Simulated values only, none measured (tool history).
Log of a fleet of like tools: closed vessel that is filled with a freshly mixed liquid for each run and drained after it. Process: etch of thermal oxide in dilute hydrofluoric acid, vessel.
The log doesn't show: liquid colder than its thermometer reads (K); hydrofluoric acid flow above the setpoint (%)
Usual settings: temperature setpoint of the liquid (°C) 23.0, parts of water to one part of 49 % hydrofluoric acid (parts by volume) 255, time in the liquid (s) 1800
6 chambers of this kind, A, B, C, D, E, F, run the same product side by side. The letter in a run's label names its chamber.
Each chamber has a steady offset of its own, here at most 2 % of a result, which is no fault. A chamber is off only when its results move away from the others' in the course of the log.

run,day,temperature setpoint of the liquid (°C),parts of water to one part of 49 % hydrofluoric acid (parts by volume),time in the liquid (s),hours since the thermometer was replaced,hours since the hydrofluoric acid flow meter was replaced,"read-back film thickness of the thermal oxide reference wafer, read on the same gauge (nm)",thickness taken off the thermal oxide on a monitor wafer (nm)
1C,0.421,23.0,255,1800,644.3,1534.2,119.99,26.096
2E,0.775,23.0,255,1800,324.0,746.4,119.99,26.636
3A,1.021,23.0,255,1800,814.9,1375.6,119.99,26.776
4F,1.492,23.0,255,1800,443.1,203.6,120.00,26.482
5D,1.971,23.0,255,1800,76.4,382.8,120.03,26.507
6B,2.217,23.0,255,1800,215.9,1304.2,120.03,27.234
7B,2.488,23.0,255,1800,222.4,1310.7,119.97,27.037
8D,3.008,23.0,255,1800,101.3,407.7,120.04,26.356
9C,3.279,23.0,255,1800,712.9,1602.8,120.03,26.490
10F,3.571,23.0,255,1800,493.0,253.5,119.99,26.979
11E,3.979,23.0,255,1800,400.9,823.3,120.04,26.862
12A,4.262,23.0,255,1800,892.7,1453.4,119.98,26.120
13A,4.733,23.0,255,1800,904.0,1464.7,119.98,26.503
14C,5.254,23.0,255,1800,760.3,1650.2,119.99,26.294
15E,5.746,23.0,185,1800,443.3,865.7,120.02,39.936
16B,6.254,23.0,185,1800,312.8,1401.1,119.99,40.049
17D,6.733,23.0,185,1800,190.7,497.1,119.99,39.644
18F,7.058,23.0,185,1800,576.7,337.2,119.96,38.586
19C,7.296,23.0,185,1800,809.3,1699.2,119.98,39.015
20F,7.550,23.0,185,1800,588.5,349.0,120.03,39.286
21E,7.917,23.0,255,1800,495.4,917.8,120.03,26.759
22B,8.146,23.0,255,1800,358.2,1446.5,120.03,27.217
23A,8.550,23.0,255,1800,995.6,1556.3,120.00,25.802
24D,8.958,23.0,255,1800,244.1,550.5,120.04,26.779
25C,9.304,23.0,255,1800,857.5,1747.4,119.98,26.916
26A,9.592,23.0,255,1800,1020.6,1581.3,120.01,25.647
27D,9.962,27.0,255,1345,268.2,574.6,120.01,23.262
28F,10.321,27.0,255,1345,655.0,415.5,120.02,23.060
29E,10.788,27.0,255,1345,564.3,986.7,119.96,23.016
30B,11.279,27.0,255,1345,433.4,1521.7,119.99,23.666
31C,11.512,27.0,255,1345,910.5,1800.4,119.99,22.648
32F,11.771,27.0,255,1345,689.8,450.3,120.00,23.093
33A,12.204,23.0,255,1800,1083.3,1644.0,120.00,25.356
34B,12.708,23.0,255,1800,467.7,1556.0,119.98,26.948
35E,13.075,27.5,255,2815,619.2,1041.6,120.00,49.079
36D,13.517,27.5,255,2815,353.5,659.9,120.01,48.393
37E,13.767,27.5,255,2815,635.8,1058.2,119.98,48.332
38B,14.054,27.5,255,2815,500.0,1588.3,120.00,50.038
39F,14.504,27.5,255,2815,755.4,515.9,120.04,48.800
40A,14.925,27.5,255,2815,1148.6,1709.3,119.97,45.709
41C,15.429,23.0,255,1800,1004.5,1894.4,120.04,26.535
42D,15.888,24.5,255,1800,410.4,716.8,120.02,27.615
43B,16.375,24.5,255,1800,555.7,1644.0,119.97,28.429
44A,16.875,24.5,255,1800,1195.4,1756.1,119.98,26.338

What goes on in this fleet: one chamber off, a drifting gauge, or nothing beyond the chambers' own small offsets? Name the chamber and the cause, if any.

Chamber A drifts away from the others.
Cause: liquid colder than its thermometer reads (K) = 1.63.
The log may not tell that from: hydrofluoric acid flow below the setpoint (%).

Here are 4 candidates for chamber A's next run, each the usual settings with a change, their results left as question marks. Which one brings its results back in line with what the others give on the usual settings?
In line means no further than this from the other chambers' mean on the usual settings: thickness taken off the thermal oxide on a monitor wafer (nm) 0.790
45A-1,17.258,23.0,245,1860,,,,?
45A-2,17.258,23.0,255,1685,,,,?
45A-3,17.258,23.0,255,1770,,,,?
45A-4,17.258,23.0,250,1800,,,,?

The other chambers' mean on the usual settings: thickness taken off the thermal oxide on a monitor wafer (nm) 26.672
run,thickness taken off the thermal oxide on a monitor wafer (nm)
45A-1,26.982
45A-2,23.266
45A-3,24.439
45A-4,25.470
45A-1 brings the chamber back in line.
